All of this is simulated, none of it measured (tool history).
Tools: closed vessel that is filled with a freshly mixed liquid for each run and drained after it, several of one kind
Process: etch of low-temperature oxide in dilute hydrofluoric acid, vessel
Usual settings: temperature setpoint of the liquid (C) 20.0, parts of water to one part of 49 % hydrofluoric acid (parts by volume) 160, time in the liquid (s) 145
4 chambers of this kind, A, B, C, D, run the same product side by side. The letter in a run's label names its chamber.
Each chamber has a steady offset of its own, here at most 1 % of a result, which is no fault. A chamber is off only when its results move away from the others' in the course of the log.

| run | hour | temperature setpoint of the liquid (C) | parts of water to one part of 49 % hydrofluoric acid (parts by volume) | time in the liquid (s) | hours since the thermometer was replaced | hours since the hydrofluoric acid flow meter was replaced | read-back film thickness of the low-temperature oxide reference wafer, read on the same gauge (nm) | thickness taken off the low-temperature oxide on a monitor wafer (nm) |
|---|---|---|---|---|---|---|---|---|
| 1D | 11.1 | 20.0 | 160 | 145 | 614.5 | 533.0 | 149.99 | 14.095 |
| 2B | 20.4 | 20.0 | 160 | 145 | 2161.7 | 1835.5 | 150.03 | 14.107 |
| 3C | 27.3 | 20.0 | 160 | 145 | 589.5 | 349.0 | 150.01 | 14.024 |
|  | 39.4 | chamber B: hydrofluoric acid flow meter replaced |
| 4A | 39.4 | 20.0 | 160 | 145 | 126.0 | 945.2 | 150.01 | 13.952 |
| 5C | 44.9 | 20.0 | 160 | 145 | 607.1 | 366.6 | 150.03 | 14.216 |
| 6D | 53.1 | 20.0 | 160 | 145 | 656.5 | 575.0 | 149.97 | 14.275 |
| 7A | 65.3 | 20.0 | 160 | 145 | 151.9 | 971.1 | 149.97 | 13.802 |
| 8B | 72.9 | 20.0 | 160 | 145 | 2214.2 | 33.5 | 149.99 | 13.848 |
| 9D | 82.3 | 20.0 | 160 | 145 | 685.7 | 604.2 | 150.00 | 14.150 |
| 10A | 89.4 | 20.0 | 160 | 145 | 176.0 | 995.2 | 150.02 | 14.158 |
| 11C | 97.5 | 20.0 | 160 | 145 | 659.7 | 419.2 | 150.03 | 13.968 |
| 12B | 107.3 | 20.0 | 160 | 145 | 2248.6 | 67.9 | 149.99 | 14.204 |
| 13D | 113.6 | 22.5 | 105 | 145 | 717.0 | 635.5 | 149.99 | 25.414 |
| 14B | 122.3 | 22.5 | 105 | 145 | 2263.6 | 82.9 | 149.99 | 25.362 |
| 15C | 134.4 | 22.5 | 105 | 145 | 696.6 | 456.1 | 149.99 | 24.987 |
| 16A | 146.5 | 22.5 | 105 | 145 | 233.1 | 1052.3 | 149.98 | 25.419 |
| 17D | 154.1 | 20.0 | 160 | 145 | 757.5 | 676.0 | 150.00 | 14.090 |
| 18C | 162.3 | 20.0 | 230 | 195 | 724.5 | 484.0 | 150.01 | 11.890 |
| 19A | 171.5 | 20.0 | 230 | 195 | 258.1 | 1077.3 | 150.01 | 12.136 |
| 20B | 183.7 | 20.0 | 230 | 195 | 2325.0 | 144.3 | 150.00 | 12.268 |
| 21B | 189.9 | 20.0 | 230 | 195 | 2331.2 | 150.5 | 150.00 | 12.455 |
|  | 190.9 | chamber D: thermometer replaced |
| 22A | 200.3 | 20.0 | 160 | 145 | 286.9 | 1106.1 | 150.01 | 13.946 |
|  | 206.6 | chamber B: thermometer replaced |
| 23D | 207.4 | 20.0 | 160 | 145 | 16.6 | 729.3 | 150.00 | 14.232 |
| 24C | 213.7 | 20.0 | 160 | 145 | 775.9 | 535.4 | 150.01 | 13.625 |
| 25C | 219.5 | 20.0 | 160 | 145 | 781.7 | 541.2 | 150.00 | 13.555 |
| 26B | 228.7 | 20.0 | 160 | 145 | 22.2 | 189.3 | 150.02 | 14.172 |
| 27D | 240.4 | 20.0 | 160 | 145 | 49.6 | 762.3 | 149.96 | 14.180 |
| 28A | 248.5 | 20.0 | 160 | 145 | 335.1 | 1154.3 | 149.99 | 13.964 |
| 29D | 258.4 | 20.0 | 160 | 145 | 67.6 | 780.3 | 150.01 | 14.233 |
| 30C | 270.3 | 20.0 | 85 | 225 | 832.5 | 592.0 | 150.00 | 43.415 |
| 31B | 280.5 | 20.0 | 85 | 225 | 74.0 | 241.1 | 149.97 | 44.928 |
| 32A | 289.1 | 20.0 | 85 | 225 | 375.7 | 1194.9 | 149.99 | 44.581 |
| 33C | 300.7 | 20.0 | 85 | 225 | 862.9 | 622.4 | 149.99 | 43.124 |
| 34A | 308.7 | 20.0 | 160 | 145 | 395.3 | 1214.5 | 150.00 | 14.174 |
|  | 313.1 | chamber A: hydrofluoric acid flow meter replaced |
| 35D | 320.1 | 20.0 | 160 | 145 | 129.3 | 842.0 | 149.99 | 13.921 |
| 36B | 327.2 | 20.0 | 160 | 145 | 120.7 | 287.8 | 149.98 | 14.083 |
| 37C | 335.9 | 20.0 | 160 | 145 | 898.1 | 657.6 | 149.98 | 13.240 |
| 38A | 343.0 | 20.0 | 160 | 145 | 429.6 | 29.9 | 149.99 | 13.737 |

Is one chamber off against the others, does the gauge drift, or is nothing wrong? If a chamber is off, say which, and what the likeliest cause is.

Chamber C drifts away from the others.
Cause: liquid colder than its thermometer reads (K) = 1.45.
The log may not tell that from: hydrofluoric acid flow below the setpoint (%).

Here are 4 candidates for chamber C's next run, each the usual settings with a change, their results left as question marks. Which one brings its results back in line with what the others give on the usual settings?
In line means no further than this from the other chambers' mean on the usual settings: thickness taken off the low-temperature oxide on a monitor wafer (nm) 0.420
| 39C-1 | 351.7 | 20.5 | 160 | 160 |  |  |  | ? |
| 39C-2 | 351.7 | 20.0 | 160 | 155 |  |  |  | ? |
| 39C-3 | 351.7 | 20.0 | 165 | 135 |  |  |  | ? |
| 39C-4 | 351.7 | 18.5 | 160 | 145 |  |  |  | ? |

The other chambers' mean on the usual settings: thickness taken off the low-temperature oxide on a monitor wafer (nm) 14.069
| run | thickness taken off the low-temperature oxide on a monitor wafer (nm) |
|---|---|
| 39C-1 | 15.006 |
| 39C-2 | 14.248 |
| 39C-3 | 11.968 |
| 39C-4 | 12.545 |
39C-2 brings the chamber back in line.

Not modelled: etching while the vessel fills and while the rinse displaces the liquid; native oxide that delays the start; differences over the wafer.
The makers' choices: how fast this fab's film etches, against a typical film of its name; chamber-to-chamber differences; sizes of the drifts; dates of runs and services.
